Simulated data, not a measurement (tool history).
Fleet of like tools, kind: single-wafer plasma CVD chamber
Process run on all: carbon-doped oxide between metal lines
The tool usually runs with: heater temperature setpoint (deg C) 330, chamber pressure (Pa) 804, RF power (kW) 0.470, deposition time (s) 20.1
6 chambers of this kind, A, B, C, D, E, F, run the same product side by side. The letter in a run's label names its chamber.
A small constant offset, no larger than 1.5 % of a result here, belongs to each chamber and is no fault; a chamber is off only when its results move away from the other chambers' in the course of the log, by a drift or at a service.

run	hour	heater temperature setpoint (deg C)	chamber pressure (Pa)	RF power (kW)	deposition time (s)	read-back reference wafer on the same gauge, thickness_nm	mean film thickness on the monitor wafer (nm)
1B	8.8	330	804	0.470	20.1	111.05	108.850
2C	14.5	330	804	0.470	20.1	111.03	109.230
3F	21.6	330	804	0.470	20.1	111.04	107.680
4D	29.7	330	804	0.470	20.1	110.95	108.200
5E	40.1	330	804	0.470	20.1	110.97	109.050
6A	49.5	330	804	0.470	20.1	111.01	108.820
7A	54.3	330	804	0.470	20.1	111.02	108.840
8D	60.3	330	804	0.470	20.1	111.00	107.550
9E	67.1	337	609	0.470	20.1	111.01	103.050
# hour 68.3: chamber B: thermocouple changed; heater temperature recalibrated
# hour 70.1: chamber B: RF generator calibrated
10B	71.5	337	609	0.470	20.1	110.99	101.770
11F	80.1	337	609	0.470	20.1	111.01	101.510
12C	87.5	337	609	0.470	20.1	110.96	102.970
13F	97.3	337	609	0.470	20.1	111.01	101.290
14A	105.9	337	609	0.470	20.1	111.04	102.830
15C	115.9	325	804	0.435	20.1	110.95	105.270
16E	125.7	325	804	0.435	20.1	110.92	105.760
# hour 131.2: chamber E: thermocouple changed; heater temperature recalibrated
17B	132.1	325	804	0.435	20.1	111.02	104.970
18D	141.8	325	804	0.435	20.1	110.96	103.580
19F	149.2	325	804	0.435	20.1	111.01	103.640
20E	156.3	325	804	0.435	20.1	110.98	105.120
21D	162.2	330	804	0.470	20.1	111.06	107.290
22C	171.0	330	804	0.470	20.1	111.00	109.130
23A	178.0	325	804	0.470	18.3	110.99	101.190
24B	182.6	325	804	0.470	18.3	110.98	100.320
25B	193.0	325	804	0.470	18.3	110.98	100.650
26D	202.8	325	804	0.470	18.3	111.03	99.224
27C	207.8	325	804	0.470	18.3	111.00	101.080
28A	217.9	325	804	0.470	18.3	110.98	101.010
29F	228.1	330	804	0.470	20.1	110.98	107.980
# hour 231.0: chamber F: RF generator calibrated
30E	237.1	330	804	0.470	20.1	111.04	109.600
31B	246.3	330	804	0.470	20.1	111.00	108.260
32D	256.6	330	804	0.470	20.1	111.03	106.950
33A	265.5	330	804	0.470	20.1	111.05	109.410
34F	275.0	330	804	0.470	20.1	111.06	107.400
35E	282.2	330	804	0.470	20.1	111.06	109.610
36C	287.3	330	804	0.470	20.1	110.98	108.900

Read the log: is a single chamber off, either drifting away or since a service, is the gauge that measures every chamber drifting, or is nothing wrong beyond small per-chamber offsets? Name any odd chamber and what most likely caused it.

Little by little, chamber D moves away from the other chambers.
What lies behind it: delivered RF power below the setpoint (%) = 2.76.
From this log alone, it may not be told apart from: wafer temperature above the value expected at the setpoint (K).

Below are 4 candidate recipes for chamber D's next run, each the usual settings with a change, their results shown as question marks. Which of them brings D's results back in line with what the other chambers give on the usual settings?
In-line tolerance around the mean of the other chambers on the usual settings: mean film thickness on the monitor wafer (nm) 0.960
37D-1	294.7	330	804	0.470	20.2		?
37D-2	294.7	330	803	0.465	20.1		?
37D-3	294.7	330	804	0.470	20.5		?
37D-4	294.7	330	804	0.455	20.1		?

On the usual settings, the other chambers give on average: mean film thickness on the monitor wafer (nm) 108.710
run	mean film thickness on the monitor wafer (nm)
37D-1	106.920
37D-2	105.590
37D-3	108.480
37D-4	103.910
The right change is 37D-3: it brings the chamber back within the allowed miss of the others.
